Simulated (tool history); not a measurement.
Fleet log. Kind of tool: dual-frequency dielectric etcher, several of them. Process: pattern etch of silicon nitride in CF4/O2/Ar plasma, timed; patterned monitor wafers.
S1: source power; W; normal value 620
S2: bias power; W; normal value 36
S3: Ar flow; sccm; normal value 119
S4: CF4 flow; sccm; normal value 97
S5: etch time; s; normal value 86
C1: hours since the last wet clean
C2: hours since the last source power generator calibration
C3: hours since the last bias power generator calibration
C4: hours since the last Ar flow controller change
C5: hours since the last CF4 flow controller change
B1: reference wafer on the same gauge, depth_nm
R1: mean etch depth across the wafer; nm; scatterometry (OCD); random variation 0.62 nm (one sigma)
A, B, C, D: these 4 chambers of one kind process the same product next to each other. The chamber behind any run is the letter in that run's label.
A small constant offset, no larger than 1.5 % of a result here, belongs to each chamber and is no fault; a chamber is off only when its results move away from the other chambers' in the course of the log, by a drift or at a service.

run	hour	S1	S2	S3	S4	S5	C1	C2	C3	C4	C5	B1	R1
1D	8.3	620	36	119	97	86	21.9	695.7	534.5	4770.3	267.8	198.96	173.48
2B	14.1	620	36	119	97	86	335.2	1834.1	1526.7	583.1	592.5	198.75	171.02
3C	20.5	620	36	119	97	86	234.2	1216.4	2459	626.8	3625.9	199.06	171.44
4A	30.7	620	36	119	97	86	260	4149.4	3149.2	811.7	734.2	198.83	169.72
5C	40	620	36	119	97	86	253.7	1235.9	2478.5	646.3	3645.4	198.88	171.45
# hour 43.7: chamber B: wet clean of the chamber
6D	47.9	620	36	119	97	86	61.5	735.3	574.1	4809.9	307.4	199.07	172.25
7A	56.3	620	36	119	97	86	285.6	4175	3174.8	837.3	759.8	199.26	169.5
8B	65.9	470	36	119	97	86	22.2	1885.9	1578.5	634.9	644.3	199	133.11
9C	71.5	470	36	119	97	86	285.2	1267.4	2510	677.8	3676.9	198.95	134.39
# hour 77.9: chamber A: source power generator calibrated
10D	81.9	470	36	119	97	86	95.5	769.3	608.1	4843.9	341.4	199.06	134.45
11A	87.9	470	36	119	97	86	317.2	10	3206.4	868.9	791.4	199.19	133.14
12B	95.9	620	36	119	97	86	52.2	1915.9	1608.5	664.9	674.3	198.89	170.79
13D	104.3	620	36	119	97	86	117.9	791.7	630.5	4866.3	363.8	199.15	171.04
14A	113	620	36	119	97	86	342.3	35.1	3231.5	894	816.5	198.73	169.37
15B	121.2	620	36	119	97	86	77.5	1941.2	1633.8	690.2	699.6	198.97	170.02
16C	126.7	620	36	119	97	86	340.4	1322.6	2565.2	733	3732.1	199.03	171.9
17D	135.7	620	36	119	97	86	149.3	823.1	661.9	4897.7	395.2	198.95	172.29
# hour 140.2: chamber A: bias power generator calibrated
18C	142.8	620	36	119	97	86	356.5	1338.7	2581.3	749.1	3748.2	198.9	172.23
19A	150.2	620	36	119	97	86	379.5	72.3	10	931.2	853.7	199.07	170.01
20B	155.1	620	36	119	97	86	111.4	1975.1	1667.7	724.1	733.5	198.89	170.03
21C	161.4	620	36	119	97	86	375.1	1357.3	2599.9	767.7	3766.8	199.01	171.87
22D	171.6	620	36	119	97	86	185.2	859	697.8	4933.6	431.1	198.93	171.58
23A	178.9	620	36	119	97	86	408.2	101	38.7	959.9	882.4	198.98	170.13
# hour 180.2: chamber A: wet clean of the chamber
24B	185.7	620	36	119	97	86	142	2005.7	1698.3	754.7	764.1	199.08	170.73
25B	193.3	620	36	119	97	86	149.6	2013.3	1705.9	762.3	771.7	199	171.04
26C	203.8	620	36	119	97	86	417.5	1399.7	2642.3	810.1	3809.2	199	172.14
27D	215	620	36	119	97	86	228.6	902.4	741.2	4977	474.5	199.02	173.03
28A	224.5	620	36	119	97	86	44.3	146.6	84.3	1005.5	928	199	170.13
29A	235.9	620	36	119	97	86	55.7	158	95.7	1016.9	939.4	199.1	170.24
30C	245.5	620	36	119	97	86	459.2	1441.4	2684	851.8	3850.9	198.86	170.69
31B	257	690	36	119	97	86	213.3	2077	1769.6	826	835.4	199.08	187.32
32D	265.4	690	36	119	97	86	279	952.8	791.6	5027.4	524.9	198.9	188.96
33B	272.7	690	36	119	97	86	229	2092.7	1785.3	841.7	851.1	198.97	187.42
34D	283.5	690	36	119	97	86	297.1	970.9	809.7	5045.5	543	198.84	189.44

All 4 chambers run these settings next. Forecast each chamber's results:
35A	291.7	620	36	119	97	86							?
35B	291.7	620	36	119	97	86							?
35C	291.7	620	36	119	97	86							?
35D	291.7	620	36	119	97	86							?

run	R1
35A	170.05
35B	169.95
35C	171.39
35D	171.35

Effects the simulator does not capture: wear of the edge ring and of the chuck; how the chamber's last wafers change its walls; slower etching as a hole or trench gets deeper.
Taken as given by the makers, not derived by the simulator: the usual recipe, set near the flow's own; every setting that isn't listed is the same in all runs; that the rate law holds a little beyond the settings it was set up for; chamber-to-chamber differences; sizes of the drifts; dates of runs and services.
